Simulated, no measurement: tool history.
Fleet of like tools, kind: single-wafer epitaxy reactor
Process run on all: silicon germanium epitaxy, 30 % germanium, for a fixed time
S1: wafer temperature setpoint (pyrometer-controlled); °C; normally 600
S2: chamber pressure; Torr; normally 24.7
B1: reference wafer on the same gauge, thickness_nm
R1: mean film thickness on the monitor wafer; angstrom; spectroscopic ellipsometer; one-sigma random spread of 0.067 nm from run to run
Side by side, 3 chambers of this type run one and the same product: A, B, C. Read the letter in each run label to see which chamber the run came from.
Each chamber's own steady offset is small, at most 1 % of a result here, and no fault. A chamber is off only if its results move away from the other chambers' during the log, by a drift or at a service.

run   hour   S1    S2      B1      R1
 1C      7  600  24.7  62.494  637.76
 2B   16.3  600  24.7  62.499  645.46
 3A     25  600  24.7  62.477  642.04
 4B   31.6  600  24.7  62.448  643.98
 5C     38  600  24.7  62.468  636.74
      47.6  -- chamber A: pyrometer calibrated
 6A   48.4  600  24.7  62.446  641.86
 7C   56.2  612  22.9  62.442  765.85
 8B     65  612  22.9  62.439  777.53
 9A   74.7  612  22.9  62.426   773.9
10B   80.3  600  24.7  62.427  645.01
11A   86.8  600  24.7  62.414  641.61
12C   94.7  600  24.7  62.421  636.87
13C  104.5  600  24.7  62.417   637.1
14A  113.6  600  24.7  62.393  640.63
15B  120.3  600  24.7    62.4  643.87
16B    127  600  24.7  62.387  644.87
17A  132.5  600  24.7   62.39  641.11
18C  141.2  600  24.7  62.388  635.98
19C  151.4  600  24.7  62.363  636.56
20A    157  600  24.7  62.347  640.63
21B  167.4  600  24.7  62.341  642.62
22B  175.9  600  24.7  62.333  643.89
     177.4  -- chamber C: pyrometer calibrated
23A  186.3  600  24.7  62.326  640.55
     187.5  -- chamber A: capacitance manometer re-zeroed and calibrated
24C  193.3  600  24.7  62.324  634.82
25A  202.1  600  24.7  62.312  641.25
26B  209.7  600  24.7  62.311  642.55
27C    217  600  24.7  62.306  636.13
28A  221.9  600  24.7  62.305  640.43
29B  227.9  600  24.7  62.304  643.38
30C  236.3  600  24.7  62.302  636.02
31A  245.6  600  24.7  62.259     640
32B    254  600  24.7  62.278  642.33
33C  262.7  600  24.7  62.261  634.77
34C  271.5  600  24.7  62.264   634.6
35A  281.4  600  24.7  62.268  640.19
36B  290.4  589  18.9  62.242  470.58

Is one chamber out of step, is the gauge drifting, or do the chambers differ by no more than their own small offsets? For an off chamber, give its letter and the likeliest cause.

Gauge drift. The chambers move together only on paper, and none stands off.
Likeliest cause: gauge reads low (%) = 0.43.
